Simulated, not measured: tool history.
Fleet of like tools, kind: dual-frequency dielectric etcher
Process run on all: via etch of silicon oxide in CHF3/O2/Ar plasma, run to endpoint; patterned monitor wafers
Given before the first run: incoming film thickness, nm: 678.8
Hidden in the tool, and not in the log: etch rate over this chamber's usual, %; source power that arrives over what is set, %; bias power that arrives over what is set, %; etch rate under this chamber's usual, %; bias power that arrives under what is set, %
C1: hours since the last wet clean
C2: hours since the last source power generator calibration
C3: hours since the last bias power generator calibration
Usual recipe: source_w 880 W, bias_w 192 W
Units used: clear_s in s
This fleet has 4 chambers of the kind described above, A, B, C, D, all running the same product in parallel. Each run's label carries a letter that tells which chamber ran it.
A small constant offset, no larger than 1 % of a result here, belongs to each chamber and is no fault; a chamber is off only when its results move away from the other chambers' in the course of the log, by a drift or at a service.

Run 1B, day 0.488: usual settings; C1 185.6; C2 1213.6; C3 2826.7. Result: clear_s 292.75 s.
Run 2C, day 0.729: usual settings; C1 182.5; C2 4312.2; C3 1246.5. Result: clear_s 288.22 s.
Run 3D, day 1.038: usual settings; C1 540.7; C2 4179.8; C3 638.8. Result: clear_s 286.35 s.
Run 4A, day 1.388: usual settings; C1 159.1; C2 1628.6; C3 2414.2. Result: clear_s 293.41 s.
Run 5C, day 1.846: usual settings; C1 209.3; C2 4339; C3 1273.3. Result: clear_s 289.06 s.
Run 6D, day 2.279: usual settings; C1 570.5; C2 4209.6; C3 668.6. Result: clear_s 287.08 s.
At day 2.379: chamber C: source power generator calibrated.
Run 7A, day 2.567: usual settings; C1 187.4; C2 1656.9; C3 2442.5. Result: clear_s 291.95 s.
Run 8B, day 2.8: usual settings; C1 241.1; C2 1269.1; C3 2882.2. Result: clear_s 291.57 s.
Run 9B, day 3.262: usual settings but source_w 770 W, bias_w 157 W; C1 252.2; C2 1280.2; C3 2893.3. Result: clear_s 329.5 s.
Run 10D, day 3.667: usual settings but source_w 770 W, bias_w 157 W; C1 603.8; C2 4242.9; C3 701.9. Result: clear_s 325.52 s.
Run 11C, day 4.038: usual settings but source_w 770 W, bias_w 157 W; C1 261.9; C2 39.9; C3 1325.9. Result: clear_s 323.69 s.
Run 12A, day 4.262: usual settings but source_w 770 W, bias_w 157 W; C1 228.1; C2 1697.6; C3 2483.2. Result: clear_s 327.21 s.
At day 4.492: chamber D: wet clean of the chamber.
Run 13C, day 4.704: usual settings; C1 277.9; C2 55.9; C3 1341.9. Result: clear_s 285.45 s.
Run 14D, day 4.962: usual settings; C1 11.4; C2 4274; C3 733. Result: clear_s 287.27 s.
Run 15B, day 5.371: usual settings; C1 302.8; C2 1330.8; C3 2943.9. Result: clear_s 296.05 s.
Run 16A, day 5.646: usual settings; C1 261.3; C2 1730.8; C3 2516.4. Result: clear_s 289.31 s.
Run 17A, day 5.879: usual settings; C1 266.9; C2 1736.4; C3 2522. Result: clear_s 289.36 s.
Run 18D, day 6.288: usual settings; C1 43.2; C2 4305.8; C3 764.8. Result: clear_s 289.93 s.
Run 19C, day 6.662: usual settings; C1 324.9; C2 102.9; C3 1388.9. Result: clear_s 289.78 s.
Run 20B, day 7.096: usual settings; C1 344.2; C2 1372.2; C3 2985.3. Result: clear_s 297.19 s.
Run 21B, day 7.379: usual settings; C1 351; C2 1379; C3 2992.1. Result: clear_s 297.39 s.
Run 22A, day 7.754: usual settings; C1 311.9; C2 1781.4; C3 2567. Result: clear_s 293.21 s.
Run 23C, day 8: usual settings; C1 357; C2 135; C3 1421. Result: clear_s 288.25 s.
Run 24D, day 8.308: usual settings but source_w 960 W, bias_w 149 W; C1 91.7; C2 4354.3; C3 813.3. Result: clear_s 304.06 s.
At day 8.592: chamber D: source power generator calibrated.
Run 25A, day 8.733: usual settings but source_w 960 W, bias_w 149 W; C1 335.4; C2 1804.9; C3 2590.5. Result: clear_s 305.11 s.
Run 26C, day 9.054: usual settings but source_w 960 W, bias_w 149 W; C1 382.3; C2 160.3; C3 1446.3. Result: clear_s 300.33 s.
Run 27D, day 9.462: usual settings but source_w 960 W, bias_w 149 W; C1 119.4; C2 21; C3 841. Result: clear_s 299.45 s.
Run 28B, day 9.862: usual settings; C1 410.6; C2 1438.6; C3 3051.7. Result: clear_s 298.76 s.
Run 29C, day 10.329: usual settings; C1 412.9; C2 190.9; C3 1476.9. Result: clear_s 286.81 s.
Run 30A, day 10.617: usual settings; C1 380.6; C2 1850.1; C3 2635.7. Result: clear_s 290.89 s.
Run 31B, day 10.892: usual settings; C1 435.3; C2 1463.3; C3 3076.4. Result: clear_s 298.47 s.
Run 32D, day 11.267: usual settings; C1 162.7; C2 64.3; C3 884.3. Result: clear_s 287.91 s.
Run 33D, day 11.608: usual settings; C1 170.9; C2 72.5; C3 892.5. Result: clear_s 286.82 s.
Run 34A, day 11.946: usual settings; C1 412.5; C2 1882; C3 2667.6. Result: clear_s 289.58 s.
Run 35B, day 12.204: usual settings; C1 466.8; C2 1494.8; C3 3107.9. Result: clear_s 301.33 s.
Run 36C, day 12.692: usual settings; C1 469.6; C2 247.6; C3 1533.6. Result: clear_s 286.89 s.
Run 37A, day 13.021: usual settings but source_w 990 W, bias_w 174 W; C1 438.3; C2 1907.8; C3 2693.4. Result: clear_s 288.15 s.

Read the log: is a single chamber off, either drifting away or since a service, is the gauge that measures every chamber drifting, or is nothing wrong beyond small per-chamber offsets? Name any odd chamber and what most likely caused it.

Chamber B drifts away from the others.
What lies behind it: etch rate under this chamber's usual, % = 3.85.

Here are 4 candidates for chamber B's next run, each the usual settings with a change, their results left as question marks. Which one brings its results back in line with what the others give on the usual settings?
Allowed miss from the other chambers' usual-settings mean, per result, to count as in line: clear_s 4.6 s
Run 38B-1, day 13.375: usual settings but bias_w 201 W. Result: clear_s ?.
Run 38B-2, day 13.375: usual settings but source_w 940 W, bias_w 203 W. Result: clear_s ?.
Run 38B-3, day 13.375: usual settings but bias_w 183 W. Result: clear_s ?.
Run 38B-4, day 13.375: usual settings but source_w 820 W, bias_w 181 W. Result: clear_s ?.

The mean the other chambers reach with the usual settings: clear_s 289.48 s
  run  clear_s
38B-1   296.94
38B-2   288.66
38B-3   306.33
38B-4   315.81
The right change is 38B-2: it brings the chamber back within the allowed miss of the others.
